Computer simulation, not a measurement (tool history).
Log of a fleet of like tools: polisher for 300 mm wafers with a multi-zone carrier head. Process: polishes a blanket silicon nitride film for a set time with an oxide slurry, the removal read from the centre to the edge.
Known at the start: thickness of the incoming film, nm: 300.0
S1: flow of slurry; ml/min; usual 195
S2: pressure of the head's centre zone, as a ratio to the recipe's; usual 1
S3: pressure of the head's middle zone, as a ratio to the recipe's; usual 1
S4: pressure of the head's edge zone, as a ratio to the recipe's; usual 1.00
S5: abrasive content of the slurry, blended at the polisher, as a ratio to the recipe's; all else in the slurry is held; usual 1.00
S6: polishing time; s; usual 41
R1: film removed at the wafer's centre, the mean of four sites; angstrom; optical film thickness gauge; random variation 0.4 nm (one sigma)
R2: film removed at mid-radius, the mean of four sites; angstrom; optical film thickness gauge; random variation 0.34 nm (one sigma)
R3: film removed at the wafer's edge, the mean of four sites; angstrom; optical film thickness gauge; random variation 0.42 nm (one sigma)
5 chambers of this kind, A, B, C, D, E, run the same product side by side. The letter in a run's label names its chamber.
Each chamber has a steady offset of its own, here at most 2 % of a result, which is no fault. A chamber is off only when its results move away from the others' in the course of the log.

run 1C hour=3.9 | S1=195 S2=1 S3=1 S4=1.00 S5=1.00 S6=41 | R1=274.85 R2=274.25 R3=281.89
-- hour=8.8 chamber D: edge zone pressure recalibrated
-- hour=9.5 chamber A: worn pad replaced by a new one
run 2A hour=10.5 | S1=195 S2=1 S3=1 S4=1.00 S5=1.00 S6=41 | R1=272.19 R2=282.71 R3=284.98
run 3D hour=14.6 | S1=195 S2=1 S3=1 S4=1.00 S5=1.00 S6=41 | R1=278.95 R2=274.08 R3=288.04
-- hour=15.6 chamber D: worn pad replaced by a new one
-- hour=16.2 chamber C: slurry nozzle cleaned
run 4B hour=21.3 | S1=195 S2=1 S3=1 S4=1.00 S5=1.00 S6=41 | R1=281.59 R2=272.87 R3=281.48
-- hour=24.4 chamber C: worn pad replaced by a new one
run 5E hour=25.8 | S1=195 S2=1 S3=1 S4=1.00 S5=1.00 S6=41 | R1=280.76 R2=285.74 R3=283.82
run 6A hour=31.5 | S1=195 S2=1 S3=1 S4=1.00 S5=1.00 S6=41 | R1=283.90 R2=281.33 R3=281.83
run 7E hour=34.9 | S1=195 S2=1 S3=1 S4=1.00 S5=1.00 S6=41 | R1=273.82 R2=280.50 R3=280.01
run 8C hour=41.6 | S1=175 S2=1 S3=1 S4=1.00 S5=1.00 S6=52 | R1=351.31 R2=349.16 R3=350.47
run 9D hour=46.4 | S1=175 S2=1 S3=1 S4=1.00 S5=1.00 S6=52 | R1=343.66 R2=340.82 R3=356.27
run 10B hour=50.2 | S1=175 S2=1 S3=1 S4=1.00 S5=1.00 S6=52 | R1=355.36 R2=347.70 R3=351.05
run 11B hour=56.5 | S1=175 S2=1 S3=1 S4=1.00 S5=1.00 S6=52 | R1=333.29 R2=349.48 R3=350.77
run 12A hour=61.9 | S1=175 S2=1 S3=1 S4=1.00 S5=1.00 S6=52 | R1=347.76 R2=344.58 R3=350.65
run 13C hour=66.8 | S1=195 S2=1 S3=1 S4=1.00 S5=1.00 S6=41 | R1=279.41 R2=283.09 R3=282.82
run 14E hour=71.5 | S1=195 S2=1 S3=1 S4=1.00 S5=1.00 S6=41 | R1=282.38 R2=274.46 R3=278.17
-- hour=73.7 chamber D: worn pad replaced by a new one
run 15D hour=75.4 | S1=195 S2=1 S3=1 S4=1.00 S5=0.75 S6=41 | R1=240.64 R2=238.56 R3=246.64
-- hour=78.2 chamber E: worn pad replaced by a new one
run 16D hour=82.2 | S1=195 S2=1 S3=1 S4=1.00 S5=0.75 S6=41 | R1=235.39 R2=241.36 R3=243.08
-- hour=85.2 chamber E: slurry nozzle cleaned
run 17A hour=85.3 | S1=195 S2=1 S3=1 S4=1.00 S5=0.75 S6=41 | R1=241.44 R2=246.57 R3=246.04
run 18B hour=89.9 | S1=195 S2=1 S3=1 S4=1.00 S5=0.75 S6=41 | R1=236.47 R2=230.96 R3=231.49
-- hour=90.6 chamber C: edge zone pressure recalibrated
-- hour=90.6 chamber B: centre zone pressure recalibrated
run 19E hour=94.3 | S1=195 S2=1 S3=1 S4=1.00 S5=0.75 S6=41 | R1=246.39 R2=240.43 R3=240.52
run 20C hour=97.7 | S1=195 S2=1 S3=1 S4=1.00 S5=1.00 S6=41 | R1=272.53 R2=278.76 R3=281.97
-- hour=101.3 chamber C: worn pad replaced by a new one
run 21B hour=104.1 | S1=195 S2=1 S3=1 S4=1.00 S5=1.00 S6=41 | R1=268.36 R2=272.29 R3=269.53
-- hour=104.6 chamber D: centre zone pressure recalibrated
run 22C hour=110.5 | S1=195 S2=1 S3=1 S4=1.00 S5=1.00 S6=41 | R1=272.25 R2=273.89 R3=277.96
run 23D hour=117.4 | S1=195 S2=1 S3=1 S4=1.00 S5=1.00 S6=41 | R1=276.08 R2=280.82 R3=278.71
-- hour=119.1 chamber A: worn pad replaced by a new one
run 24A hour=122.3 | S1=195 S2=1 S3=1 S4=1.00 S5=1.00 S6=41 | R1=278.57 R2=287.43 R3=287.22
run 25E hour=128.3 | S1=195 S2=1 S3=1 S4=1.00 S5=1.00 S6=41 | R1=280.02 R2=282.37 R3=268.29
-- hour=131.6 chamber D: worn pad replaced by a new one
run 26A hour=131.6 | S1=195 S2=1 S3=1 S4=1.00 S5=1.00 S6=41 | R1=274.58 R2=280.72 R3=282.19
run 27E hour=137.6 | S1=195 S2=1 S3=1 S4=1.00 S5=1.00 S6=41 | R1=279.20 R2=280.07 R3=277.52
run 28D hour=142.6 | S1=195 S2=1 S3=1 S4=1.00 S5=1.00 S6=41 | R1=280.29 R2=281.79 R3=283.99
run 29B hour=149.5 | S1=195 S2=1 S3=1 S4=1.00 S5=1.00 S6=41 | R1=261.15 R2=258.41 R3=257.67
-- hour=151.9 chamber E: worn pad replaced by a new one
run 30C hour=156.1 | S1=195 S2=1 S3=1 S4=1.00 S5=1.00 S6=41 | R1=274.52 R2=276.73 R3=277.78
run 31B hour=160.7 | S1=195 S2=1 S3=1 S4=1.00 S5=1.00 S6=41 | R1=256.16 R2=257.07 R3=258.64
run 32A hour=164.4 | S1=195 S2=1 S3=1 S4=1.00 S5=1.00 S6=41 | R1=281.16 R2=280.85 R3=280.94
run 33E hour=169.6 | S1=195 S2=1 S3=1 S4=1.00 S5=1.00 S6=41 | R1=284.65 R2=277.54 R3=279.68
-- hour=174.8 chamber C: worn pad replaced by a new one
run 34C hour=176.1 | S1=195 S2=1 S3=1 S4=1.00 S5=1.00 S6=41 | R1=276.31 R2=277.15 R3=274.08
-- hour=177.2 chamber D: worn pad replaced by a new one
run 35D hour=182.9 | S1=195 S2=1 S3=1 S4=1.00 S5=1.00 S6=41 | R1=275.37 R2=282.12 R3=274.55
run 36B hour=187.7 | S1=195 S2=1 S3=1 S4=1.00 S5=1.00 S6=41 | R1=253.97 R2=251.23 R3=255.81
run 37D hour=191.2 | S1=195 S2=1 S3=1 S4=1.00 S5=1.00 S6=41 | R1=277.28 R2=277.03 R3=285.40
run 38A hour=194.5 | S1=195 S2=1 S3=1 S4=1.00 S5=1.00 S6=41 | R1=283.98 R2=279.30 R3=275.47

All 5 chambers run these settings next. Forecast each chamber's results:
run 39A hour=199.4 | S1=195 S2=1 S3=1 S4=0.89 S5=1.00 S6=41 | R1=? R2=? R3=?
run 39B hour=199.4 | S1=195 S2=1 S3=1 S4=0.89 S5=1.00 S6=41 | R1=? R2=? R3=?
run 39C hour=199.4 | S1=195 S2=1 S3=1 S4=0.89 S5=1.00 S6=41 | R1=? R2=? R3=?
run 39D hour=199.4 | S1=195 S2=1 S3=1 S4=0.89 S5=1.00 S6=41 | R1=? R2=? R3=?
run 39E hour=199.4 | S1=195 S2=1 S3=1 S4=0.89 S5=1.00 S6=41 | R1=? R2=? R3=?

run=39A R1=283.77 R2=278.18 R3=267.82
run=39B R1=250.82 R2=254.13 R3=230.92
run=39C R1=283.25 R2=278.09 R3=265.70
run=39D R1=277.38 R2=281.08 R3=260.80
run=39E R1=277.72 R2=283.40 R3=268.66
